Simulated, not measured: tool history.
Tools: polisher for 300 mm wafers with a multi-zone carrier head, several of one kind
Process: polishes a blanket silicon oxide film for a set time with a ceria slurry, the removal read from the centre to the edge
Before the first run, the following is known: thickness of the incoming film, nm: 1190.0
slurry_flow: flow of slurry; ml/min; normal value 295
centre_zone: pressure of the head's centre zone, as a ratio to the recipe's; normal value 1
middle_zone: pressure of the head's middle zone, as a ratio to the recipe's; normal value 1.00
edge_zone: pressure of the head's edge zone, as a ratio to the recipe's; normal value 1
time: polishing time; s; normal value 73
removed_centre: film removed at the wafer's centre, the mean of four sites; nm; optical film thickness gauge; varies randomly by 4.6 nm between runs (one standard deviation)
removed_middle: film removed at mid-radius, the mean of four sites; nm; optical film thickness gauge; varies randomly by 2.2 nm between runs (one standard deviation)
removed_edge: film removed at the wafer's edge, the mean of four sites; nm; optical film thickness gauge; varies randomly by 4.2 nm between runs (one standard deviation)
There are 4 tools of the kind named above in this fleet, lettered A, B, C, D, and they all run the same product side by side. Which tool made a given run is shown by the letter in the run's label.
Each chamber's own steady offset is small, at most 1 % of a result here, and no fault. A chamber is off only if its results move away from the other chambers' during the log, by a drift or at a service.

{"hour": 1.0, "done": "chamber D: worn pad replaced by a new one"}
{"run": "1C", "hour": 6.7, "slurry_flow": 295, "centre_zone": 1, "middle_zone": 1.0, "edge_zone": 1, "time": 73, "removed_centre": 335.65, "removed_middle": 331.26, "removed_edge": 334.73}
{"run": "2D", "hour": 12.3, "slurry_flow": 295, "centre_zone": 1, "middle_zone": 1.0, "edge_zone": 1, "time": 73, "removed_centre": 323.37, "removed_middle": 333.82, "removed_edge": 331.76}
{"run": "3A", "hour": 17.3, "slurry_flow": 295, "centre_zone": 1, "middle_zone": 1.0, "edge_zone": 1, "time": 73, "removed_centre": 320.54, "removed_middle": 326.26, "removed_edge": 331.08}
{"run": "4B", "hour": 23.6, "slurry_flow": 295, "centre_zone": 1, "middle_zone": 1.0, "edge_zone": 1, "time": 73, "removed_centre": 335.24, "removed_middle": 330.44, "removed_edge": 328.73}
{"run": "5A", "hour": 29.6, "slurry_flow": 295, "centre_zone": 1, "middle_zone": 0.95, "edge_zone": 1, "time": 82, "removed_centre": 363.23, "removed_middle": 351.69, "removed_edge": 368.39}
{"hour": 31.1, "done": "chamber A: worn pad replaced by a new one"}
{"run": "6D", "hour": 33.7, "slurry_flow": 295, "centre_zone": 1, "middle_zone": 0.95, "edge_zone": 1, "time": 82, "removed_centre": 372.9, "removed_middle": 354.98, "removed_edge": 365.91}
{"run": "7C", "hour": 40.1, "slurry_flow": 295, "centre_zone": 1, "middle_zone": 0.95, "edge_zone": 1, "time": 82, "removed_centre": 354.8, "removed_middle": 354.79, "removed_edge": 368.78}
{"run": "8B", "hour": 44.2, "slurry_flow": 295, "centre_zone": 1, "middle_zone": 0.95, "edge_zone": 1, "time": 82, "removed_centre": 370.83, "removed_middle": 351.89, "removed_edge": 365.72}
{"run": "9D", "hour": 51.1, "slurry_flow": 295, "centre_zone": 1, "middle_zone": 1.0, "edge_zone": 1, "time": 73, "removed_centre": 331.37, "removed_middle": 328.3, "removed_edge": 333.41}
{"hour": 56.0, "done": "chamber C: worn pad replaced by a new one"}
{"run": "10C", "hour": 56.6, "slurry_flow": 295, "centre_zone": 1, "middle_zone": 1.0, "edge_zone": 1, "time": 73, "removed_centre": 324.02, "removed_middle": 331.74, "removed_edge": 329.14}
{"run": "11B", "hour": 62.9, "slurry_flow": 295, "centre_zone": 1, "middle_zone": 1.0, "edge_zone": 1, "time": 73, "removed_centre": 322.7, "removed_middle": 330.59, "removed_edge": 336.6}
{"run": "12A", "hour": 68.3, "slurry_flow": 390, "centre_zone": 1, "middle_zone": 1.0, "edge_zone": 1, "time": 73, "removed_centre": 334.74, "removed_middle": 337.13, "removed_edge": 342.12}
{"run": "13B", "hour": 72.2, "slurry_flow": 390, "centre_zone": 1, "middle_zone": 1.0, "edge_zone": 1, "time": 73, "removed_centre": 338.35, "removed_middle": 335.53, "removed_edge": 336.92}
{"hour": 75.4, "done": "chamber C: edge zone pressure recalibrated"}
{"run": "14C", "hour": 77.5, "slurry_flow": 390, "centre_zone": 1, "middle_zone": 1.0, "edge_zone": 1, "time": 73, "removed_centre": 332.93, "removed_middle": 343.73, "removed_edge": 337.45}
{"hour": 77.9, "done": "chamber D: worn pad replaced by a new one"}
{"run": "15D", "hour": 82.1, "slurry_flow": 390, "centre_zone": 1, "middle_zone": 1.0, "edge_zone": 1, "time": 73, "removed_centre": 352.17, "removed_middle": 338.5, "removed_edge": 341.97}
{"run": "16A", "hour": 88.8, "slurry_flow": 295, "centre_zone": 1, "middle_zone": 1.0, "edge_zone": 1, "time": 73, "removed_centre": 328.54, "removed_middle": 328.17, "removed_edge": 330.08}
{"hour": 91.4, "done": "chamber B: worn pad replaced by a new one"}
{"run": "17C", "hour": 92.9, "slurry_flow": 295, "centre_zone": 1, "middle_zone": 1.0, "edge_zone": 1, "time": 73, "removed_centre": 339.12, "removed_middle": 332.02, "removed_edge": 326.07}
{"run": "18A", "hour": 99.0, "slurry_flow": 295, "centre_zone": 1, "middle_zone": 1.0, "edge_zone": 1, "time": 73, "removed_centre": 323.12, "removed_middle": 324.78, "removed_edge": 334.87}
{"run": "19D", "hour": 102.8, "slurry_flow": 365, "centre_zone": 1, "middle_zone": 1.0, "edge_zone": 1, "time": 49, "removed_centre": 242.32, "removed_middle": 224.63, "removed_edge": 220.87}
{"run": "20B", "hour": 108.6, "slurry_flow": 365, "centre_zone": 1, "middle_zone": 1.0, "edge_zone": 1, "time": 49, "removed_centre": 224.23, "removed_middle": 225.78, "removed_edge": 224.12}
{"run": "21A", "hour": 114.0, "slurry_flow": 365, "centre_zone": 1, "middle_zone": 1.0, "edge_zone": 1, "time": 49, "removed_centre": 224.56, "removed_middle": 223.22, "removed_edge": 223.99}
{"run": "22C", "hour": 118.7, "slurry_flow": 365, "centre_zone": 1, "middle_zone": 1.0, "edge_zone": 1, "time": 49, "removed_centre": 223.75, "removed_middle": 224.97, "removed_edge": 225.79}
{"hour": 122.4, "done": "chamber A: worn pad replaced by a new one"}
{"run": "23B", "hour": 125.8, "slurry_flow": 295, "centre_zone": 1, "middle_zone": 1.0, "edge_zone": 1, "time": 73, "removed_centre": 334.91, "removed_middle": 329.79, "removed_edge": 326.99}
{"run": "24D", "hour": 129.6, "slurry_flow": 295, "centre_zone": 1, "middle_zone": 1.0, "edge_zone": 1, "time": 73, "removed_centre": 361.02, "removed_middle": 328.7, "removed_edge": 323.99}
{"run": "25A", "hour": 135.3, "slurry_flow": 295, "centre_zone": 1, "middle_zone": 1.0, "edge_zone": 1, "time": 73, "removed_centre": 331.2, "removed_middle": 327.88, "removed_edge": 336.06}
{"run": "26D", "hour": 142.3, "slurry_flow": 295, "centre_zone": 1, "middle_zone": 1.0, "edge_zone": 1, "time": 73, "removed_centre": 375.3, "removed_middle": 326.37, "removed_edge": 324.87}
{"run": "27B", "hour": 145.7, "slurry_flow": 295, "centre_zone": 1, "middle_zone": 1.0, "edge_zone": 1, "time": 73, "removed_centre": 326.54, "removed_middle": 332.95, "removed_edge": 321.87}
{"run": "28C", "hour": 149.1, "slurry_flow": 295, "centre_zone": 1, "middle_zone": 1.0, "edge_zone": 1, "time": 73, "removed_centre": 324.59, "removed_middle": 329.78, "removed_edge": 333.4}
{"run": "29C", "hour": 153.8, "slurry_flow": 295, "centre_zone": 1, "middle_zone": 1.0, "edge_zone": 1, "time": 73, "removed_centre": 322.27, "removed_middle": 331.45, "removed_edge": 325.53}

Next, every chamber runs the same settings. What will each give?
{"run": "30A", "hour": 158.9, "slurry_flow": 295, "centre_zone": 1, "middle_zone": 1.0, "edge_zone": 1, "time": 73, "removed_centre": "?", "removed_middle": "?", "removed_edge": "?"}
{"run": "30B", "hour": 158.9, "slurry_flow": 295, "centre_zone": 1, "middle_zone": 1.0, "edge_zone": 1, "time": 73, "removed_centre": "?", "removed_middle": "?", "removed_edge": "?"}
{"run": "30C", "hour": 158.9, "slurry_flow": 295, "centre_zone": 1, "middle_zone": 1.0, "edge_zone": 1, "time": 73, "removed_centre": "?", "removed_middle": "?", "removed_edge": "?"}
{"run": "30D", "hour": 158.9, "slurry_flow": 295, "centre_zone": 1, "middle_zone": 1.0, "edge_zone": 1, "time": 73, "removed_centre": "?", "removed_middle": "?", "removed_edge": "?"}

run=30A removed_centre=327.58 removed_middle=323.71 removed_edge=335.52
run=30B removed_centre=333.39 removed_middle=330.90 removed_edge=319.28
run=30C removed_centre=318.72 removed_middle=332.85 removed_edge=334.14
run=30D removed_centre=364.15 removed_middle=330.76 removed_edge=326.87

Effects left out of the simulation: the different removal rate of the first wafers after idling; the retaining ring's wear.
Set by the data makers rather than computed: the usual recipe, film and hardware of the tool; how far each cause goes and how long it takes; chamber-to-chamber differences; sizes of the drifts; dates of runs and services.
